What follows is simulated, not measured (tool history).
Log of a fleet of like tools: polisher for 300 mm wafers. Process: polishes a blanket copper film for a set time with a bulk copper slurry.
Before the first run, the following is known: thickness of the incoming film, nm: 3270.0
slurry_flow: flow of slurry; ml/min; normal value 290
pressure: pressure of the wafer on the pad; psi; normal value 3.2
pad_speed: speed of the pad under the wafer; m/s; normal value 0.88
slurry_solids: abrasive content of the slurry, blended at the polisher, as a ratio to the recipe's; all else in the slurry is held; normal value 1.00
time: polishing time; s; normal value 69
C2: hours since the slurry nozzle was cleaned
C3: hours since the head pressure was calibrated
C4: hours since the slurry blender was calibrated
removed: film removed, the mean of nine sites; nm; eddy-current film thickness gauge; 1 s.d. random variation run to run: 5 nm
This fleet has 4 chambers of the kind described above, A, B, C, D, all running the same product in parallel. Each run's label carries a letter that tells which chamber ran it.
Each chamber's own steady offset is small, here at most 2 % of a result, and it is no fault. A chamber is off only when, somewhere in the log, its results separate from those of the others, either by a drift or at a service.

At hour 1.5: chamber D: slurry blender recalibrated.
Run 1D, hour 11.1: usual settings; wafers polished on this pad 548; C2 127.7; C3 166.3; C4 9.7. Result: removed 615.14 nm.
Run 2C, hour 17.2: usual settings; wafers polished on this pad 628; C2 111.6; C3 492.2; C4 434.0. Result: removed 621.18 nm.
At hour 25.3: chamber A: worn pad replaced by a new one.
Run 3A, hour 26.7: usual settings; wafers polished on this pad 17; C2 311.4; C3 64.1; C4 77.6. Result: removed 611.42 nm.
At hour 29.9: chamber B: worn pad replaced by a new one.
Run 4B, hour 35.5: usual settings; wafers polished on this pad 66; C2 530.8; C3 1089.5; C4 41.6. Result: removed 618.27 nm.
At hour 36.7: chamber C: worn pad replaced by a new one.
Run 5C, hour 43.5: usual settings; wafers polished on this pad 81; C2 137.9; C3 518.5; C4 460.3. Result: removed 620.12 nm.
Run 6B, hour 54.9: usual settings; wafers polished on this pad 297; C2 550.2; C3 1108.9; C4 61.0. Result: removed 609.30 nm.
Run 7D, hour 62.4: usual settings; wafers polished on this pad 1157; C2 179.0; C3 217.6; C4 61.0. Result: removed 615.58 nm.
Run 8A, hour 69.5: usual settings; wafers polished on this pad 525; C2 354.2; C3 106.9; C4 120.4. Result: removed 612.35 nm.
At hour 71.6: chamber D: worn pad replaced by a new one.
Run 9B, hour 77.6: usual settings; wafers polished on this pad 566; C2 572.9; C3 1131.6; C4 83.7. Result: removed 614.47 nm.
Run 10A, hour 84.9: usual settings; wafers polished on this pad 708; C2 369.6; C3 122.3; C4 135.8. Result: removed 608.26 nm.
At hour 86.2: chamber A: worn pad replaced by a new one.
At hour 91.1: chamber B: worn pad replaced by a new one.
At hour 91.5: chamber A: slurry blender recalibrated.
Run 11D, hour 95.7: usual settings; wafers polished on this pad 286; C2 212.3; C3 250.9; C4 94.3. Result: removed 617.80 nm.
At hour 100.6: chamber C: slurry blender recalibrated.
At hour 104.4: chamber B: slurry nozzle cleaned.
Run 12C, hour 106.7: usual settings; wafers polished on this pad 831; C2 201.1; C3 581.7; C4 6.2. Result: removed 618.44 nm.
Run 13A, hour 116.9: usual settings but pad_speed 0.70 m/s; wafers polished on this pad 364; C2 401.6; C3 154.3; C4 25.5. Result: removed 484.70 nm.
Run 14B, hour 128.0: usual settings but pad_speed 0.70 m/s; wafers polished on this pad 438; C2 23.7; C3 1182.0; C4 134.1. Result: removed 480.30 nm.
At hour 128.7: chamber D: head pressure recalibrated.
At hour 130.6: chamber C: worn pad replaced by a new one.
Run 15D, hour 136.2: usual settings but pad_speed 0.70 m/s; wafers polished on this pad 767; C2 252.8; C3 7.5; C4 134.8. Result: removed 445.26 nm.
At hour 137.0: chamber A: worn pad replaced by a new one.
At hour 142.2: chamber D: slurry nozzle cleaned.
Run 16C, hour 142.9: usual settings but pad_speed 0.70 m/s; wafers polished on this pad 146; C2 237.3; C3 617.9; C4 42.4. Result: removed 494.01 nm.
At hour 146.2: chamber B: slurry blender recalibrated.
Run 17D, hour 153.6: usual settings; wafers polished on this pad 974; C2 11.4; C3 24.9; C4 152.2. Result: removed 568.56 nm.
At hour 156.4: chamber C: slurry nozzle cleaned.
At hour 159.6: chamber B: worn pad replaced by a new one.
Run 18A, hour 159.7: usual settings but slurry_solids 0.90; wafers polished on this pad 270; C2 444.4; C3 197.1; C4 68.3. Result: removed 589.33 nm.
At hour 162.0: chamber D: worn pad replaced by a new one.
Run 19C, hour 170.7: usual settings but slurry_solids 0.90; wafers polished on this pad 476; C2 14.3; C3 645.7; C4 70.2. Result: removed 604.35 nm.
Run 20B, hour 182.6: usual settings but slurry_solids 0.90; wafers polished on this pad 273; C2 78.3; C3 1236.6; C4 36.5. Result: removed 597.65 nm.
Run 21B, hour 191.4: usual settings but slurry_solids 0.90; wafers polished on this pad 378; C2 87.1; C3 1245.4; C4 45.3. Result: removed 599.09 nm.
At hour 196.0: chamber A: worn pad replaced by a new one.
Run 22D, hour 200.0: usual settings; wafers polished on this pad 451; C2 57.8; C3 71.3; C4 198.6. Result: removed 566.53 nm.
At hour 203.2: chamber C: worn pad replaced by a new one.
Run 23A, hour 211.6: usual settings; wafers polished on this pad 186; C2 496.3; C3 249.0; C4 120.2. Result: removed 612.03 nm.
At hour 217.0: chamber C: head pressure recalibrated.
Run 24C, hour 218.0: usual settings; wafers polished on this pad 175; C2 61.6; C3 1.0; C4 117.5. Result: removed 613.83 nm.
At hour 219.3: chamber B: worn pad replaced by a new one.
Run 25D, hour 225.5: usual settings; wafers polished on this pad 754; C2 83.3; C3 96.8; C4 224.1. Result: removed 560.33 nm.
Run 26B, hour 237.2: usual settings but slurry_solids 0.75, time 92 s; wafers polished on this pad 212; C2 132.9; C3 1291.2; C4 91.1. Result: removed 757.75 nm.
At hour 241.4: chamber A: slurry blender recalibrated.
Run 27C, hour 246.8: usual settings but slurry_solids 0.75, time 92 s; wafers polished on this pad 517; C2 90.4; C3 29.8; C4 146.3. Result: removed 783.51 nm.
At hour 248.8: chamber A: worn pad replaced by a new one.
Run 28A, hour 257.1: usual settings but slurry_solids 0.75, time 92 s; wafers polished on this pad 99; C2 541.8; C3 294.5; C4 15.8. Result: removed 770.00 nm.
Run 29C, hour 263.7: usual settings but slurry_solids 0.75, time 92 s; wafers polished on this pad 718; C2 107.3; C3 46.7; C4 163.2. Result: removed 773.48 nm.
At hour 266.3: chamber D: worn pad replaced by a new one.
At hour 271.3: chamber B: slurry blender recalibrated.
Run 30D, hour 271.8: usual settings; wafers polished on this pad 65; C2 129.6; C3 143.1; C4 270.4. Result: removed 555.73 nm.
At hour 281.8: chamber B: head pressure recalibrated.
Run 31A, hour 283.9: usual settings but slurry_solids 1.15, time 88 s; wafers polished on this pad 417; C2 568.6; C3 321.3; C4 42.6. Result: removed 799.94 nm.
At hour 287.9: chamber B: worn pad replaced by a new one.
Run 32B, hour 294.6: usual settings but slurry_solids 1.15, time 88 s; wafers polished on this pad 80; C2 190.3; C3 12.9; C4 23.4. Result: removed 804.56 nm.

Which is it: a chamber that has drifted or been left off by a service, a gauge drift common to all chambers, or only each chamber's usual small offset? If a chamber is off, name it and its likeliest cause.

After it was serviced, chamber D no longer matches the other chambers.
Likeliest cause: head's pressure below its setpoint, % = 8.62.

Below are 4 candidate recipes for chamber D's next run, each the usual settings with a change, their results shown as question marks. Which of them brings D's results back in line with what the other chambers give on the usual settings?
In line here means within this much of the mean the other chambers give on the usual settings: removed 18.00 nm
Run 33D-1, hour 303.5: usual settings but pressure 3.3 psi, pad_speed 0.90 m/s, time 71 s. Result: removed ?.
Run 33D-2, hour 303.5: usual settings but pad_speed 0.84 m/s. Result: removed ?.
Run 33D-3, hour 303.5: usual settings but pad_speed 0.90 m/s, time 70 s. Result: removed ?.
Run 33D-4, hour 303.5: usual settings but pressure 3.1 psi, pad_speed 0.86 m/s, time 67 s. Result: removed ?.

What the other chambers average on the usual settings: removed 611.19 nm
  run  removed
33D-1   607.02
33D-2   534.71
33D-3   580.60
33D-4   515.02
The answer is 33D-1, which returns the chamber to within the allowed miss of the others.
